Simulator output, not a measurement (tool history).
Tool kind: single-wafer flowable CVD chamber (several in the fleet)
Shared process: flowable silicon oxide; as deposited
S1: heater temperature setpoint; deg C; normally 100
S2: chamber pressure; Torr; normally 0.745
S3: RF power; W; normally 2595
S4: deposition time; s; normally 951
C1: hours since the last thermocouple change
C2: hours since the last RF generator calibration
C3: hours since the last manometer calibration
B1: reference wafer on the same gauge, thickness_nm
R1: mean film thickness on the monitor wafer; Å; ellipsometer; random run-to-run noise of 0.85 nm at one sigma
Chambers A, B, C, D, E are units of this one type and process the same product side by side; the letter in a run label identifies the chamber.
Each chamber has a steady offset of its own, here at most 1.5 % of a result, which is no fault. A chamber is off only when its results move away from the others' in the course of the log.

run,hour,S1,S2,S3,S4,C1,C2,C3,B1,R1
1D,11,100,0.745,2595,951,1611,1447.3,1790.9,479.03,5528.7
2E,23.9,100,0.745,2595,951,1589.5,2148.3,148.6,478.95,5526.3
3A,32.7,100,0.745,2595,951,363,932.6,1058.6,479.23,5475.7
4C,44.4,100,0.745,2595,951,924.9,1273.1,801.1,479.27,5523.5
5B,54.3,100,0.745,2345,951,174.5,1012.7,423.1,479.33,5366.8
6C,65,100,0.745,2345,951,945.5,1293.7,821.7,479.4,5433.7
7A,71.6,100,0.745,2345,951,401.9,971.5,1097.5,479.58,5395.5
8E,86.5,100,0.745,2345,951,1652.1,2210.9,211.2,479.55,5456.8
9B,95.3,100,0.745,2345,951,215.5,1053.7,464.1,479.79,5367.6
10D,108.3,100,0.745,2595,951,1708.3,1544.6,1888.2,479.63,5540.4
# hour 108.9: chamber C: RF generator calibrated
11D,116.8,100,0.745,2595,951,1716.8,1553.1,1896.7,479.95,5547.3
12E,129.5,100,0.745,2595,951,1695.1,2253.9,254.2,479.76,5521.1
13B,137.2,100,0.745,2595,951,257.4,1095.6,506,480.13,5451.9
14A,145.6,100,0.745,2595,951,475.9,1045.5,1171.5,480.1,5481.6
15C,156.5,100,0.745,2595,951,1037,47.7,913.2,479.89,5532.9
16E,167.3,100,0.745,2595,951,1732.9,2291.7,292,480.17,5546.1
# hour 174.5: chamber D: RF generator calibrated
17D,180.2,100,0.745,2595,951,1780.2,5.7,1960.1,480.22,5534.4
18C,190,100,0.745,2595,951,1070.5,81.2,946.7,480.38,5536.3
19B,202.3,100,0.745,2595,951,322.5,1160.7,571.1,480.23,5443.2
20A,217,100,0.745,2595,951,547.3,1116.9,1242.9,480.46,5497.2
21E,226.7,100,0.745,2595,951,1792.3,2351.1,351.4,480.55,5532.5
22C,241.8,100,0.745,2595,951,1122.3,133,998.5,480.56,5520.8
# hour 251.7: chamber A: capacitance manometer re-zeroed and calibrated
23B,254.3,100,0.745,2595,951,374.5,1212.7,623.1,480.66,5463.3
# hour 259.9: chamber D: capacitance manometer re-zeroed and calibrated
24A,263.6,100,0.745,2595,951,593.9,1163.5,12,480.83,5490.4
25D,270.1,100,0.745,2595,951,1870.1,95.6,10.3,480.62,5554.4
26A,282,100,0.745,2595,951,612.3,1181.9,30.4,480.93,5484.7
# hour 290.8: chamber C: capacitance manometer re-zeroed and calibrated
27C,292.5,100,0.745,2595,951,1173,183.7,1.8,480.96,5536.8
28D,307.2,100,0.745,2595,951,1907.2,132.7,47.4,481.08,5553.7
29E,314,100,0.745,2595,951,1879.6,2438.4,438.7,481.16,5557.9
30B,321.1,100,0.745,2595,1096,441.3,1279.5,689.9,481.15,6297
31B,334.5,100,0.745,2595,1096,454.7,1292.9,703.3,481.11,6294
32D,341.1,100,0.745,2595,1096,1941.1,166.6,81.3,481.3,6396.1
33A,350.5,100,0.745,2595,1096,680.8,1250.4,98.9,481.45,6336
34C,362.3,100,0.745,2595,1096,1242.8,253.5,71.6,481.22,6388.5
35E,375.1,100,0.745,2595,951,1940.7,2499.5,499.8,481.35,5561.9
36C,389.7,100,0.745,2595,951,1270.2,280.9,99,481.56,5526.7
37B,399.3,100,0.745,2595,951,519.5,1357.7,768.1,481.5,5462
38E,411.7,100,0.745,2595,951,1977.3,2536.1,536.4,481.59,5551.8
39A,421.3,100,0.745,2100,951,751.6,1321.2,169.7,481.82,5325.1
40D,433.2,100,0.745,2100,951,2033.2,258.7,173.4,481.87,5394.2
41C,442.7,100,0.745,2100,951,1323.2,333.9,152,481.71,5362.4
42A,456.1,100,0.745,2100,951,786.4,1356,204.5,482.01,5332.8

Next, all 5 chambers run the settings below, one line each with question marks for the results. What does each chamber give?
43A,466.8,100,0.745,2595,951,,,,,?
43B,466.8,100,0.745,2595,951,,,,,?
43C,466.8,100,0.745,2595,951,,,,,?
43D,466.8,100,0.745,2595,951,,,,,?
43E,466.8,100,0.745,2595,951,,,,,?

run,R1
43A,5502.5
43B,5484.8
43C,5544.3
43D,5556
43E,5559.1
